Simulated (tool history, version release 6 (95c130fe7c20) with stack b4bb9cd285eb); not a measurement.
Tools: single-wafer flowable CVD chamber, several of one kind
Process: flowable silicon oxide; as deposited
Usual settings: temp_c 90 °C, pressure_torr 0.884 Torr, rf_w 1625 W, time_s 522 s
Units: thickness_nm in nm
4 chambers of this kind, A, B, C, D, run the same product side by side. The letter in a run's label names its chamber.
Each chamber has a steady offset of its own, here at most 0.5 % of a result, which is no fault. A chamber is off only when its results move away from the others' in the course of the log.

run,hour,temp_c,pressure_torr,rf_w,time_s,hours since the last thermocouple change,hours since the last RF generator calibration,hours since the last manometer calibration,"read-back reference wafer on the same gauge, thickness_nm",thickness_nm
1A,5.9,90,0.884,1625,522,353.8,1224.9,897.3,403.38,479.15
2C,14.5,90,0.884,1625,522,1152.6,61.7,1077.1,403.03,476.41
3B,23.6,90,0.884,1625,522,1425,405.3,54.5,402.8,479.8
4D,32.6,90,0.884,1625,522,475.9,1913.2,238.9,403.15,479.4
5A,43.8,90,0.884,1625,522,391.7,1262.8,935.2,403.22,480.01
6C,51.7,90,0.884,1625,522,1189.8,98.9,1114.3,403.34,477.45
7D,59,90,0.884,1625,522,502.3,1939.6,265.3,403.18,481.31
8B,68.2,90,0.884,1625,522,1469.6,449.9,99.1,403.42,478.72
9A,77.3,90,0.884,1625,522,425.2,1296.3,968.7,402.9,478.83
10C,86.1,90,0.884,1625,522,1224.2,133.3,1148.7,402.94,488.38
11B,95.4,82,0.884,1625,522,1496.8,477.1,126.3,403.25,608.43
12D,104.2,82,0.884,1625,522,547.5,1984.8,310.5,402.87,610.66
13D,114.4,82,0.884,1625,522,557.7,1995,320.7,403.13,602.79
14C,121.2,82,0.884,1625,522,1259.3,168.4,1183.8,403.46,623.14
15A,130.6,90,0.884,1625,522,478.5,1349.6,1022,403.02,485.48
16B,139.6,90,0.884,1335,522,1541,521.3,170.5,403.54,446.36
17C,145,90,0.884,1335,522,1283.1,192.2,1207.6,403.4,460.32
18B,155.6,90,0.884,1335,522,1557,537.3,186.5,402.5,449.65
19D,163,90,0.884,1335,522,606.3,2043.6,369.3,403.23,447.2
20A,170.1,90,0.884,1625,522,518,1389.1,1061.5,402.85,478.95
# hour 173.5: chamber A: RF generator calibrated
21A,182,90,0.884,1625,522,529.9,8.6,1073.4,403.01,475.73
22B,191.3,90,0.884,1625,522,1592.7,573,222.2,402.88,477.16
23C,197.9,90,0.884,1625,522,1336,245.1,1260.5,402.89,501.55
24D,209.7,90,0.884,1625,522,653,2090.3,416,403.28,478.99
25C,215.6,90,0.884,1625,522,1353.7,262.8,1278.2,402.88,510.37
26D,222.7,90,0.884,1625,522,666,2103.3,429,403.34,476.93
27B,232.5,90,0.884,1890,522,1633.9,614.2,263.4,402.51,498.11

What goes on in this fleet: one chamber off, a drifting gauge, or nothing beyond the chambers' own small offsets? Name the chamber and the cause, if any.

Chamber C drifts away from the others.
Cause: true pressure above the setpoint (%) = 6.16.
The log may not tell that from: wafer temperature below the value expected at the setpoint (K).

Here are 4 candidates for chamber C's next run, each the usual settings with a change, their results left as question marks. Which one brings its results back in line with what the others give on the usual settings?
In line means no further than this from the other chambers' mean on the usual settings: thickness_nm 8.3 nm
28C-1,241.4,88,0.884,1625,527,,,,,?
28C-2,241.4,90,0.884,1350,522,,,,,?
28C-3,241.4,87,0.908,1630,530,,,,,?
28C-4,241.4,94,0.884,1615,522,,,,,?

The other chambers' mean on the usual settings: thickness_nm 478.83 nm
run,thickness_nm
28C-1,549.06
28C-2,481.92
28C-3,587.69
28C-4,447.72
28C-2 brings the chamber back in line.
